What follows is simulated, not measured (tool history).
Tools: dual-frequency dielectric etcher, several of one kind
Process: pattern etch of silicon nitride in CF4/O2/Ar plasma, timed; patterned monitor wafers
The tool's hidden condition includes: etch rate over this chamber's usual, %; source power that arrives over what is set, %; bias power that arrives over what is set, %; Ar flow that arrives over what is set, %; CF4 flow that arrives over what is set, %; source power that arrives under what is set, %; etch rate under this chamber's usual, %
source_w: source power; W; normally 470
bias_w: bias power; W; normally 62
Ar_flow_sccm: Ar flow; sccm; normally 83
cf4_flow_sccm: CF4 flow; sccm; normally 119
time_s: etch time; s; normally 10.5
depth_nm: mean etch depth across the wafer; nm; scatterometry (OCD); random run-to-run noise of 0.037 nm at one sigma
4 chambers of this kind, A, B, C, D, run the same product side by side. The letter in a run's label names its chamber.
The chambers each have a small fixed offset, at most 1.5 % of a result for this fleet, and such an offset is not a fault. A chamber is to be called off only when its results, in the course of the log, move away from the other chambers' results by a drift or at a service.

| run | hour | source_w | bias_w | Ar_flow_sccm | cf4_flow_sccm | time_s | hours since the last wet clean | hours since the last source power generator calibration | hours since the last bias power generator calibration | hours since the last Ar flow controller change | hours since the last CF4 flow controller change | read-back reference wafer on the same gauge, depth_nm | depth_nm |
|---|---|---|---|---|---|---|---|---|---|---|---|---|---|
| 1B | 13.7 | 470 | 62 | 83 | 119 | 10.5 | 332.1 | 1258 | 1378.8 | 1610 | 3874.4 | 19.109 | 21.256 |
| 2C | 27.7 | 470 | 62 | 83 | 119 | 10.5 | 39.1 | 2719.7 | 4137.1 | 1256.5 | 542.1 | 19.106 | 20.946 |
| 3D | 38.4 | 470 | 62 | 83 | 119 | 10.5 | 113.4 | 3018.2 | 1689 | 3010.2 | 3215.3 | 19.106 | 21.325 |
| 4A | 49.8 | 470 | 62 | 83 | 119 | 10.5 | 380.3 | 449.8 | 3400.2 | 644.7 | 840.2 | 19.11 | 21.402 |
|  | 57 | chamber B: source power generator calibrated |
| 5B | 63 | 470 | 62 | 83 | 119 | 12.5 | 381.4 | 6 | 1428.1 | 1659.3 | 3923.7 | 19.128 | 25.421 |
| 6D | 77.2 | 470 | 62 | 83 | 119 | 12.5 | 152.2 | 3057 | 1727.8 | 3049 | 3254.1 | 19.108 | 25.385 |
| 7A | 86.6 | 470 | 62 | 83 | 119 | 12.5 | 417.1 | 486.6 | 3437 | 681.5 | 877 | 19.136 | 25.445 |
|  | 89.8 | chamber A: wet clean of the chamber |
| 8C | 98.3 | 470 | 62 | 83 | 119 | 12.5 | 109.7 | 2790.3 | 4207.7 | 1327.1 | 612.7 | 19.136 | 25.089 |
| 9C | 108.8 | 470 | 62 | 83 | 119 | 10.5 | 120.2 | 2800.8 | 4218.2 | 1337.6 | 623.2 | 19.133 | 21.042 |
| 10D | 120 | 470 | 62 | 83 | 119 | 10.5 | 195 | 3099.8 | 1770.6 | 3091.8 | 3296.9 | 19.14 | 21.352 |
| 11B | 133.1 | 470 | 62 | 83 | 119 | 10.5 | 451.5 | 76.1 | 1498.2 | 1729.4 | 3993.8 | 19.144 | 21.374 |
| 12A | 143.6 | 470 | 62 | 83 | 119 | 10.5 | 53.8 | 543.6 | 3494 | 738.5 | 934 | 19.147 | 21.426 |
| 13C | 152.4 | 470 | 62 | 83 | 119 | 10.5 | 163.8 | 2844.4 | 4261.8 | 1381.2 | 666.8 | 19.144 | 21.058 |
| 14A | 164.5 | 470 | 62 | 83 | 119 | 10.5 | 74.7 | 564.5 | 3514.9 | 759.4 | 954.9 | 19.147 | 21.425 |
| 15B | 172 | 470 | 62 | 83 | 119 | 10.5 | 490.4 | 115 | 1537.1 | 1768.3 | 4032.7 | 19.147 | 21.461 |
| 16D | 181.5 | 470 | 62 | 83 | 119 | 10.5 | 256.5 | 3161.3 | 1832.1 | 3153.3 | 3358.4 | 19.141 | 21.387 |
| 17A | 195.8 | 470 | 62 | 83 | 119 | 10.5 | 106 | 595.8 | 3546.2 | 790.7 | 986.2 | 19.157 | 21.478 |
| 18B | 206 | 470 | 62 | 83 | 119 | 10.5 | 524.4 | 149 | 1571.1 | 1802.3 | 4066.7 | 19.159 | 21.458 |
| 19D | 219 | 470 | 62 | 83 | 119 | 10.5 | 294 | 3198.8 | 1869.6 | 3190.8 | 3395.9 | 19.159 | 21.368 |
| 20C | 227 | 470 | 62 | 83 | 119 | 10.5 | 238.4 | 2919 | 4336.4 | 1455.8 | 741.4 | 19.168 | 21.071 |
| 21B | 239.4 | 470 | 62 | 83 | 119 | 10.5 | 557.8 | 182.4 | 1604.5 | 1835.7 | 4100.1 | 19.164 | 21.307 |
| 22A | 246.6 | 470 | 62 | 83 | 119 | 10.5 | 156.8 | 646.6 | 3597 | 841.5 | 1037 | 19.175 | 21.471 |
|  | 248.4 | chamber B: wet clean of the chamber |
| 23D | 256.4 | 470 | 62 | 83 | 119 | 10.5 | 331.4 | 3236.2 | 1907 | 3228.2 | 3433.3 | 19.174 | 21.409 |
| 24C | 270.7 | 470 | 62 | 83 | 119 | 10.5 | 282.1 | 2962.7 | 4380.1 | 1499.5 | 785.1 | 19.175 | 21.094 |
| 25B | 281.3 | 470 | 62 | 83 | 119 | 10.5 | 32.9 | 224.3 | 1646.4 | 1877.6 | 4142 | 19.187 | 21.334 |
| 26D | 287.7 | 470 | 62 | 83 | 119 | 10.5 | 362.7 | 3267.5 | 1938.3 | 3259.5 | 3464.6 | 19.179 | 21.414 |
| 27A | 301.8 | 470 | 62 | 83 | 119 | 10.5 | 212 | 701.8 | 3652.2 | 896.7 | 1092.2 | 19.195 | 21.496 |
|  | 302.7 | chamber D: Ar flow controller replaced |
|  | 310.3 | chamber B: CF4 flow controller replaced |
| 28C | 312.5 | 470 | 62 | 83 | 119 | 10.5 | 323.9 | 3004.5 | 4421.9 | 1541.3 | 826.9 | 19.182 | 21.102 |
| 29B | 319.2 | 470 | 62 | 83 | 119 | 10.5 | 70.8 | 262.2 | 1684.3 | 1915.5 | 9 | 19.197 | 21.444 |
| 30C | 327.5 | 470 | 62 | 83 | 119 | 10.5 | 338.9 | 3019.5 | 4436.9 | 1556.3 | 841.9 | 19.196 | 21.106 |
|  | 328.4 | chamber D: wet clean of the chamber |
| 31A | 340.6 | 470 | 62 | 83 | 119 | 10.5 | 250.8 | 740.6 | 3691 | 935.5 | 1131 | 19.196 | 21.513 |
| 32D | 352.5 | 470 | 53 | 83 | 119 | 10.5 | 24.2 | 3332.3 | 2003.1 | 49.9 | 3529.4 | 19.2 | 20.262 |
| 33A | 363.6 | 470 | 53 | 83 | 119 | 10.5 | 273.8 | 763.6 | 3714 | 958.5 | 1154 | 19.205 | 20.34 |
| 34C | 377.3 | 470 | 53 | 83 | 119 | 10.5 | 388.7 | 3069.3 | 4486.7 | 1606.1 | 891.7 | 19.202 | 19.898 |
|  | 379.7 | chamber C: wet clean of the chamber |
|  | 384.9 | chamber C: bias power generator calibrated |
| 35D | 387 | 470 | 53 | 83 | 119 | 10.5 | 58.7 | 3366.8 | 2037.6 | 84.4 | 3563.9 | 19.204 | 20.28 |
| 36B | 394.8 | 470 | 62 | 83 | 119 | 10.5 | 146.4 | 337.8 | 1759.9 | 1991.1 | 84.6 | 19.214 | 21.393 |
| 37C | 403.2 | 470 | 62 | 83 | 119 | 10.5 | 23.6 | 3095.2 | 18.3 | 1632 | 917.6 | 19.212 | 21.121 |
| 38A | 412.7 | 470 | 62 | 83 | 137 | 13 | 322.9 | 812.7 | 3763.1 | 1007.6 | 1203.1 | 19.221 | 27.079 |
| 39D | 425.2 | 470 | 62 | 83 | 137 | 13 | 96.9 | 3405 | 2075.8 | 122.6 | 3602.1 | 19.222 | 26.94 |
| 40B | 439.6 | 470 | 62 | 83 | 137 | 13 | 191.2 | 382.6 | 1804.7 | 2035.9 | 129.4 | 19.215 | 26.859 |
| 41D | 452.4 | 470 | 62 | 83 | 137 | 13 | 124.1 | 3432.2 | 2103 | 149.8 | 3629.3 | 19.235 | 27.003 |
| 42C | 460.2 | 470 | 62 | 83 | 119 | 10.5 | 80.6 | 3152.2 | 75.3 | 1689 | 974.6 | 19.221 | 21.166 |

Next, all 4 chambers run the settings below, one line each with question marks for the results. What does each chamber give?
| 43A | 470.9 | 470 | 62 | 92 | 119 | 10.5 |  |  |  |  |  |  | ? |
| 43B | 470.9 | 470 | 62 | 92 | 119 | 10.5 |  |  |  |  |  |  | ? |
| 43C | 470.9 | 470 | 62 | 92 | 119 | 10.5 |  |  |  |  |  |  | ? |
| 43D | 470.9 | 470 | 62 | 92 | 119 | 10.5 |  |  |  |  |  |  | ? |

| run | depth_nm |
|---|---|
| 43A | 21.375 |
| 43B | 21.203 |
| 43C | 20.962 |
| 43D | 21.284 |
